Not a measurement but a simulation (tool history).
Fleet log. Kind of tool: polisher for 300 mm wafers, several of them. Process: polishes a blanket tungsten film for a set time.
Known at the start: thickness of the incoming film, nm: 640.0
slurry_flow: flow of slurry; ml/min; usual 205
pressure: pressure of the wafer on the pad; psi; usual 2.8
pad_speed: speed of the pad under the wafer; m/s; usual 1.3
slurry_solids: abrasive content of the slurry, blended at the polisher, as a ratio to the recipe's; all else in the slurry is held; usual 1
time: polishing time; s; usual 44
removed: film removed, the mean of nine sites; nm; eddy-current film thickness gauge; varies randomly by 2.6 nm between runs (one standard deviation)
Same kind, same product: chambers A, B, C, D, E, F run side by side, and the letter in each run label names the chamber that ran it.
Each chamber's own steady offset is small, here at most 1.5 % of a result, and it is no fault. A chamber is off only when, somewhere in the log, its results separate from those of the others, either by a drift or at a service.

run,hour,slurry_flow,pressure,pad_speed,slurry_solids,time,removed
1E,9,205,2.8,1.3,1,44,199.44
# hour 10.8: chamber F: slurry tank refilled with fresh slurry and peroxide
2D,15.4,205,2.8,1.3,1,44,195.91
# hour 18.6: chamber D: slurry tank refilled with fresh slurry and peroxide
# hour 21.4: chamber D: worn pad replaced by a new one
3A,24.8,205,2.8,1.3,1,44,197.85
# hour 27.7: chamber E: worn pad replaced by a new one
# hour 31.7: chamber E: slurry tank refilled with fresh slurry and peroxide
4F,33.3,205,2.8,1.3,1,44,201.92
5B,47.4,205,2.8,1.3,1,44,201.93
# hour 51.8: chamber C: slurry tank refilled with fresh slurry and peroxide
# hour 52.5: chamber B: worn pad replaced by a new one
6C,57.6,205,2.8,1.3,1,44,201.03
# hour 65.2: chamber F: worn pad replaced by a new one
7B,67.6,205,2.8,1.3,0.75,44,192.51
# hour 70.7: chamber A: slurry tank refilled with fresh slurry and peroxide
8F,81,205,2.8,1.3,0.75,44,185.84
# hour 84.4: chamber C: slurry blender recalibrated
# hour 85.9: chamber D: slurry nozzle cleaned
# hour 86.2: chamber A: head pressure recalibrated
9A,87.9,205,2.8,1.3,0.75,44,187.37
# hour 89.2: chamber B: slurry tank refilled with fresh slurry and peroxide
10E,101.8,205,2.8,1.3,0.75,44,185.87
# hour 105.1: chamber F: slurry tank refilled with fresh slurry and peroxide
# hour 106: chamber C: worn pad replaced by a new one
11D,113.7,205,2.8,1.3,0.75,44,187.53
# hour 113.8: chamber D: worn pad replaced by a new one
12C,121.4,205,2.8,1.3,0.75,44,184.28
# hour 124.8: chamber E: slurry blender recalibrated
13A,129.7,205,2.8,1.3,1,44,206.26
14E,139.2,205,3.8,1.12,1,44,232.95
# hour 147: chamber F: slurry blender recalibrated
15F,150.1,205,3.8,1.12,1,44,237.96
# hour 154.5: chamber A: slurry tank refilled with fresh slurry and peroxide
16B,159.4,205,3.8,1.12,1,44,234.17
# hour 161.2: chamber E: worn pad replaced by a new one
# hour 163.9: chamber A: worn pad replaced by a new one
17D,166.5,205,3.8,1.12,1,44,238.83
18C,176.6,205,3.8,1.12,1,44,230.83
# hour 176.8: chamber B: worn pad replaced by a new one
# hour 181.3: chamber C: slurry tank refilled with fresh slurry and peroxide
# hour 186.5: chamber E: slurry tank refilled with fresh slurry and peroxide
19E,188.7,205,3.8,1.12,1,44,232.02
# hour 189.8: chamber F: slurry tank refilled with fresh slurry and peroxide
# hour 191.7: chamber F: head pressure recalibrated
# hour 195.3: chamber D: slurry tank refilled with fresh slurry and peroxide
20B,196.5,205,2.8,1.3,1,44,206.42
# hour 198.9: chamber B: slurry tank refilled with fresh slurry and peroxide
# hour 204.5: chamber C: slurry blender recalibrated
# hour 204.8: chamber D: worn pad replaced by a new one
# hour 204.8: chamber B: slurry nozzle cleaned
21C,209.3,205,2.8,0.94,1,44,139.36
22D,217.4,205,2.8,0.94,1,44,144.38
23A,224.8,205,2.8,0.94,1,44,142.98
24F,235.8,205,2.8,0.94,1,44,147
# hour 238.6: chamber F: worn pad replaced by a new one
25C,242.4,205,2.8,0.94,1,44,143.83
# hour 243.2: chamber B: head pressure recalibrated
# hour 245.9: chamber F: slurry nozzle cleaned
# hour 251.6: chamber A: slurry tank refilled with fresh slurry and peroxide
# hour 253: chamber D: slurry blender recalibrated
26F,256.2,205,2.8,0.94,1,44,145.6
# hour 267.8: chamber B: slurry blender recalibrated
27A,268.1,205,2.8,1.3,1.25,44,208.86
# hour 275.2: chamber F: slurry tank refilled with fresh slurry and peroxide
28E,278.5,205,2.8,1.3,1.25,44,210.65
29B,285.3,205,2.8,1.3,1.25,44,211.79
# hour 290.2: chamber E: worn pad replaced by a new one
# hour 294.3: chamber B: worn pad replaced by a new one
# hour 295.7: chamber D: worn pad replaced by a new one
30D,298.1,205,2.8,1.3,1.25,44,211.41
# hour 299.3: chamber A: slurry blender recalibrated
# hour 300.5: chamber D: head pressure recalibrated
# hour 305.9: chamber C: slurry tank refilled with fresh slurry and peroxide
31D,307.8,205,2.8,1.3,1.25,44,208.85
# hour 313.3: chamber E: slurry nozzle cleaned
# hour 315.6: chamber B: slurry tank refilled with fresh slurry and peroxide
32A,321.3,205,2.8,1.3,1.25,44,209.98
# hour 326.3: chamber E: slurry tank refilled with fresh slurry and peroxide
33B,329.8,205,2.8,1.3,1,44,201.46
# hour 340.5: chamber C: slurry blender recalibrated
34C,343.6,205,2.8,1.3,1,44,194.02
# hour 347.5: chamber A: worn pad replaced by a new one
# hour 348.5: chamber A: slurry nozzle cleaned
# hour 350.5: chamber A: slurry tank refilled with fresh slurry and peroxide
35F,357.4,205,2.8,1.3,0.7,44,186.93
# hour 360.2: chamber C: worn pad replaced by a new one
# hour 369.2: chamber F: slurry blender recalibrated
36E,371,205,2.8,1.3,0.7,44,182.66
# hour 373: chamber F: slurry tank refilled with fresh slurry and peroxide
# hour 373.2: chamber D: slurry tank refilled with fresh slurry and peroxide
37C,385.2,205,2.8,1.3,0.7,44,181.6
# hour 390.4: chamber D: worn pad replaced by a new one
38D,396.5,205,2.8,1.3,0.7,44,183.3
# hour 396.8: chamber E: slurry blender recalibrated
39A,409.2,205,2.8,1.3,0.7,44,185.99
# hour 413: chamber B: slurry tank refilled with fresh slurry and peroxide
40E,416.8,205,2.8,1.3,0.7,44,180.09
# hour 425.5: chamber F: worn pad replaced by a new one
# hour 426.2: chamber B: worn pad replaced by a new one
41B,430.5,205,2.8,1.3,1,44,197.91
42F,437.7,205,2.8,1.3,1,44,203.88
43F,451.8,205,2.8,1.3,1,44,198.15
44D,461.3,205,2.8,1.3,1,44,198.08

Predict what each chamber gives when all 6 of them run the settings below next.
45A,471.5,205,2.8,1.3,1.15,44,?
45B,471.5,205,2.8,1.3,1.15,44,?
45C,471.5,205,2.8,1.3,1.15,44,?
45D,471.5,205,2.8,1.3,1.15,44,?
45E,471.5,205,2.8,1.3,1.15,44,?
45F,471.5,205,2.8,1.3,1.15,44,?

run,removed
45A,205
45B,204.62
45C,203.52
45D,200.64
45E,206.87
45F,205.54
